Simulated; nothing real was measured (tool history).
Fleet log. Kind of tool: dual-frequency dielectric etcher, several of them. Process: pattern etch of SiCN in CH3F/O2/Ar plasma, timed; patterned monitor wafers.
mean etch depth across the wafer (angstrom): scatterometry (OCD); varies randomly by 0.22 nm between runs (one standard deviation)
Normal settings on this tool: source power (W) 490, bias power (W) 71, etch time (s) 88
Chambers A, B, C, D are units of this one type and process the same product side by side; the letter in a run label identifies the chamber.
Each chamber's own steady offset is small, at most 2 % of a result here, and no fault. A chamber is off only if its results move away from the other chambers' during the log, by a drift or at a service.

run	hour	source power (W)	bias power (W)	etch time (s)	hours since the last wet clean	hours since the last source power generator calibration	hours since the last bias power generator calibration	read-back reference wafer on the same gauge, depth_nm	mean etch depth across the wafer (angstrom)
1C	11.0	490	71	88	270.0	811.8	378.9	37.144	350.29
2B	23.1	490	71	88	272.8	4084.5	3279.5	37.134	357.80
3A	29.6	490	71	88	258.4	637.0	55.6	37.152	356.81
# hour 36.2: chamber D: wet clean of the chamber
4D	41.3	490	71	88	5.2	3331.8	2965.5	37.083	350.38
5C	50.0	490	71	88	309.0	850.8	417.9	37.085	355.89
6A	57.0	490	71	88	285.8	664.4	83.0	37.040	360.18
7B	64.8	490	79	88	314.5	4126.2	3321.2	37.103	372.56
8D	71.4	490	79	88	35.3	3361.9	2995.6	37.001	359.04
9B	78.6	490	79	88	328.3	4140.0	3335.0	37.134	369.66
10D	87.8	490	79	88	51.7	3378.3	3012.0	37.078	360.32
11C	93.3	390	71	88	352.3	894.1	461.2	37.086	326.44
12A	100.4	390	71	88	329.2	707.8	126.4	37.107	324.10
13D	106.5	390	71	88	70.4	3397.0	3030.7	37.119	318.58
# hour 109.6: chamber B: wet clean of the chamber
14C	115.1	390	71	88	374.1	915.9	483.0	37.108	325.83
15B	120.5	490	71	88	11.0	4181.9	3376.9	37.100	356.41
16A	132.2	490	64	64	361.0	739.6	158.2	37.066	247.18
17D	144.3	490	64	64	108.2	3434.8	3068.5	37.101	244.85
18C	150.8	490	64	64	409.8	951.6	518.7	37.179	249.32
19B	157.6	490	64	64	48.1	4219.0	3414.0	37.074	246.58
20A	164.7	490	71	88	393.5	772.1	190.7	37.128	355.77
21A	171.8	490	71	88	400.6	779.2	197.8	37.079	354.31
22D	180.0	490	71	88	143.9	3470.5	3104.2	37.098	347.68
23C	186.8	490	71	88	445.8	987.6	554.7	37.078	359.65
24B	192.2	580	60	88	82.7	4253.6	3448.6	37.085	354.68
# hour 200.8: chamber A: wet clean of the chamber
25D	203.9	580	60	88	167.8	3494.4	3128.1	37.062	349.34
26B	209.8	580	60	88	100.3	4271.2	3466.2	37.063	362.70
27C	216.7	580	60	88	475.7	1017.5	584.6	37.144	358.14
28A	228.1	490	71	88	27.3	835.5	254.1	37.092	354.74
# hour 228.8: chamber B: source power generator calibrated
29C	236.5	490	71	88	495.5	1037.3	604.4	37.118	354.01
# hour 241.1: chamber B: bias power generator calibrated
30D	244.2	490	71	88	208.1	3534.7	3168.4	37.094	343.82
31B	255.6	490	71	88	146.1	26.8	14.6	37.087	354.00
32A	266.6	490	71	75	65.8	874.0	292.6	37.112	302.83

What goes on in this fleet: one chamber off, a drifting gauge, or nothing beyond the chambers' own small offsets? Name the chamber and the cause, if any.

No chamber is off and the gauge is stable; the differences are just each chamber's small, constant offset.
